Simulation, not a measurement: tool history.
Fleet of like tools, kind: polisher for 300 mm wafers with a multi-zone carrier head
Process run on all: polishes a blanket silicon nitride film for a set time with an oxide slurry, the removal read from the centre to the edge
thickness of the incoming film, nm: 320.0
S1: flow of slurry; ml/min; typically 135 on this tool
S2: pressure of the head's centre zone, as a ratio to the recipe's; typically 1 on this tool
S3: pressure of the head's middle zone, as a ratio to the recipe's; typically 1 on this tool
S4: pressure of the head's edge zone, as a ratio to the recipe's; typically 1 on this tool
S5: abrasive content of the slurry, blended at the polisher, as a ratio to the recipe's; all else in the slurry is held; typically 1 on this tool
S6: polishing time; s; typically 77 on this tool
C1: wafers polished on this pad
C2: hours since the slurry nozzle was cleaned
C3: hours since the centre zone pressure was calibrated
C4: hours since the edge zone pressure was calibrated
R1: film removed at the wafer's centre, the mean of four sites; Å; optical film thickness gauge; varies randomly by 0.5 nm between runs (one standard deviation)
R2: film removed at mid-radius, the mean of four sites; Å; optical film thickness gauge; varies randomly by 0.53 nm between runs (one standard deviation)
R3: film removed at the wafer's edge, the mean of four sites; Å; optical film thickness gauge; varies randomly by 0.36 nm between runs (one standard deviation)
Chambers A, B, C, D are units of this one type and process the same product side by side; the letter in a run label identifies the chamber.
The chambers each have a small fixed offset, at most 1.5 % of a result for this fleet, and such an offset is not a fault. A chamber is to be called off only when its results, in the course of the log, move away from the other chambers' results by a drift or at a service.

-- day=0.058 chamber B: worn pad replaced by a new one
-- day=0.204 chamber A: worn pad replaced by a new one
run 1C day=0.204 | S1=135 S2=1 S3=1 S4=1 S5=1 S6=77 | C1=63 C2=486.3 C3=1095.6 C4=640.5 | R1=551.63 R2=542.65 R3=544.65
-- day=0.271 chamber D: worn pad replaced by a new one
run 2B day=0.671 | S1=135 S2=1 S3=1 S4=1 S5=1 S6=77 | C1=111 C2=292.2 C3=852.5 C4=164.1 | R1=551.34 R2=545.68 R3=552.21
-- day=0.921 chamber C: slurry nozzle cleaned
run 3D day=1.125 | S1=135 S2=1 S3=1 S4=1 S5=1 S6=77 | C1=155 C2=257.3 C3=365.7 C4=674.4 | R1=545.45 R2=557.51 R3=551.56
run 4A day=1.542 | S1=135 S2=1 S3=1 S4=1 S5=1 S6=77 | C1=242 C2=599.9 C3=862.3 C4=246.6 | R1=538.38 R2=555.02 R3=539.38
run 5C day=1.979 | S1=135 S2=1 S3=1 S4=1 S5=1 S6=77 | C1=385 C2=25.5 C3=1138.2 C4=683.1 | R1=551.4 R2=547.72 R3=548.05
run 6B day=2.233 | S1=135 S2=1 S3=1 S4=1 S5=1 S6=77 | C1=394 C2=329.7 C3=890 C4=201.6 | R1=563.82 R2=551.69 R3=545.11
-- day=2.488 chamber C: centre zone pressure recalibrated
run 7A day=2.508 | S1=135 S2=1 S3=1 S4=1 S5=1 S6=77 | C1=418 C2=623.1 C3=885.5 C4=269.8 | R1=550.45 R2=552.42 R3=535.67
-- day=2.788 chamber A: worn pad replaced by a new one
run 8D day=2.825 | S1=135 S2=1 S3=1 S4=1 S5=1 S6=77 | C1=463 C2=298.1 C3=406.5 C4=715.2 | R1=542.06 R2=541.96 R3=552.64
run 9B day=3.217 | S1=135 S2=1 S3=1 S4=1 S5=1 S6=77 | C1=572 C2=353.3 C3=913.6 C4=225.2 | R1=551.66 R2=553.77 R3=548.99
run 10D day=3.525 | S1=135 S2=1 S3=1 S4=1 S5=1 S6=77 | C1=590 C2=314.9 C3=423.3 C4=732 | R1=543.71 R2=544.82 R3=548.22
-- day=3.712 chamber C: worn pad replaced by a new one
run 11A day=3.858 | S1=135 S2=1 S3=1 S4=1 S5=1 S6=77 | C1=194 C2=655.5 C3=917.9 C4=302.2 | R1=561.67 R2=561.55 R3=536.19
run 12C day=4.288 | S1=170 S2=1 S3=1 S4=1 S5=1 S6=86 | C1=104 C2=80.9 C3=43.2 C4=738.5 | R1=644.26 R2=645.88 R3=638.82
-- day=4.429 chamber B: worn pad replaced by a new one
run 13D day=4.504 | S1=170 S2=1 S3=1 S4=1 S5=1 S6=86 | C1=767 C2=338.4 C3=446.8 C4=755.5 | R1=644.23 R2=639.19 R3=636.79
-- day=4.929 chamber D: worn pad replaced by a new one
run 14A day=4.967 | S1=170 S2=1 S3=1 S4=1 S5=1 S6=86 | C1=395 C2=682.1 C3=944.5 C4=328.8 | R1=646.83 R2=639.45 R3=622.08
-- day=4.979 chamber B: slurry nozzle cleaned
-- day=5.4 chamber A: worn pad replaced by a new one
run 15C day=5.417 | S1=170 S2=1 S3=1 S4=1 S5=1 S6=86 | C1=309 C2=108 C3=70.3 C4=765.6 | R1=642.37 R2=640.29 R3=637.05
-- day=5.771 chamber D: centre zone pressure recalibrated
run 16B day=5.817 | S1=135 S2=1 S3=1 S4=1 S5=1 S6=77 | C1=251 C2=20.2 C3=976 C4=287.6 | R1=556.33 R2=554.58 R3=549.64
run 17A day=6.288 | S1=135 S2=1 S3=1 S4=1 S5=1 S6=77 | C1=161 C2=713.8 C3=976.2 C4=360.5 | R1=553.67 R2=551.2 R3=538.27
run 18C day=6.583 | S1=135 S2=1 S3=1 S4=1 S5=1 S6=77 | C1=521 C2=136 C3=98.3 C4=793.6 | R1=541.11 R2=547.5 R3=553.43
run 19B day=6.796 | S1=135 S2=1 S3=1 S4=1 S5=1 S6=77 | C1=429 C2=43.7 C3=999.5 C4=311.1 | R1=557.25 R2=554.74 R3=545.92
run 20D day=7.138 | S1=135 S2=1 S3=1 S4=1 S5=1 S6=77 | C1=400 C2=401.6 C3=32.8 C4=818.7 | R1=551.79 R2=551.37 R3=552.28
run 21B day=7.504 | S1=135 S2=1 S3=1 S4=1 S5=1 S6=77 | C1=557 C2=60.7 C3=1016.5 C4=328.1 | R1=546.07 R2=552.1 R3=551.75
-- day=7.525 chamber C: worn pad replaced by a new one
-- day=7.658 chamber A: edge zone pressure recalibrated
run 22A day=7.804 | S1=135 S2=1 S3=1 S4=1 S5=1 S6=77 | C1=436 C2=750.2 C3=1012.6 C4=3.5 | R1=554.85 R2=548.42 R3=538.41
run 23C day=8.058 | S1=135 S2=1 S3=1 S4=1 S5=1 S6=77 | C1=96 C2=171.4 C3=133.7 C4=829 | R1=546.06 R2=548.59 R3=549.22
-- day=8.083 chamber A: worn pad replaced by a new one
run 24D day=8.412 | S1=135 S2=1 S3=1 S4=1 S5=1 S6=77 | C1=631 C2=432.2 C3=63.4 C4=849.3 | R1=553.85 R2=549.92 R3=555.11
run 25D day=8.75 | S1=135 S2=1 S3=1 S4=1 S5=1 S6=77 | C1=692 C2=440.3 C3=71.5 C4=857.4 | R1=559.31 R2=552.15 R3=547.07
-- day=8.862 chamber B: worn pad replaced by a new one
-- day=8.983 chamber D: worn pad replaced by a new one
run 26A day=9.188 | S1=135 S2=0.94 S3=1 S4=1 S5=1.3 S6=77 | C1=200 C2=783.4 C3=1045.8 C4=36.7 | R1=575.65 R2=623.35 R3=605.95
run 27C day=9.412 | S1=135 S2=0.94 S3=1 S4=1 S5=1.3 S6=77 | C1=342 C2=203.9 C3=166.2 C4=861.5 | R1=569.35 R2=618.95 R3=619.05
run 28B day=9.662 | S1=135 S2=0.94 S3=1 S4=1 S5=1.3 S6=77 | C1=145 C2=112.5 C3=1068.3 C4=379.9 | R1=578.36 R2=606.75 R3=607.06
run 29C day=10.012 | S1=135 S2=0.94 S3=1 S4=1 S5=1.3 S6=77 | C1=451 C2=218.3 C3=180.6 C4=875.9 | R1=577.78 R2=616.33 R3=610.28
run 30D day=10.433 | S1=135 S2=1 S3=1 S4=1 S5=1 S6=77 | C1=263 C2=480.7 C3=111.9 C4=897.8 | R1=552.2 R2=549.56 R3=547.33
-- day=10.679 chamber A: worn pad replaced by a new one
run 31B day=10.692 | S1=135 S2=1 S3=1 S4=1 S5=1 S6=77 | C1=332 C2=137.2 C3=1093 C4=404.6 | R1=555.44 R2=545.58 R3=544.62
-- day=10.825 chamber C: edge zone pressure recalibrated
run 32A day=11.017 | S1=135 S2=1 S3=1 S4=1 S5=1 S6=77 | C1=61 C2=827.3 C3=1089.7 C4=80.6 | R1=557.09 R2=551.1 R3=542.42
run 33C day=11.379 | S1=135 S2=1 S3=1 S4=1 S5=1 S6=77 | C1=698 C2=251.1 C3=213.4 C4=13.4 | R1=546.07 R2=549.1 R3=547.37
run 34D day=11.838 | S1=100 S2=1 S3=1 S4=1 S5=1 S6=77 | C1=518 C2=514.4 C3=145.6 C4=931.5 | R1=502.1 R2=507.95 R3=526.95

Next, every chamber runs the same settings. What will each give?
run 35A day=12.179 | S1=135 S2=1 S3=1 S4=1.08 S5=1 S6=77 | R1=? R2=? R3=?
run 35B day=12.179 | S1=135 S2=1 S3=1 S4=1.08 S5=1 S6=77 | R1=? R2=? R3=?
run 35C day=12.179 | S1=135 S2=1 S3=1 S4=1.08 S5=1 S6=77 | R1=? R2=? R3=?
run 35D day=12.179 | S1=135 S2=1 S3=1 S4=1.08 S5=1 S6=77 | R1=? R2=? R3=?

run=35A R1=548.81 R2=547.89 R3=560.65
run=35B R1=551.14 R2=544.58 R3=569.85
run=35C R1=552.93 R2=548.08 R3=579.15
run=35D R1=550.35 R2=550.66 R3=573.1

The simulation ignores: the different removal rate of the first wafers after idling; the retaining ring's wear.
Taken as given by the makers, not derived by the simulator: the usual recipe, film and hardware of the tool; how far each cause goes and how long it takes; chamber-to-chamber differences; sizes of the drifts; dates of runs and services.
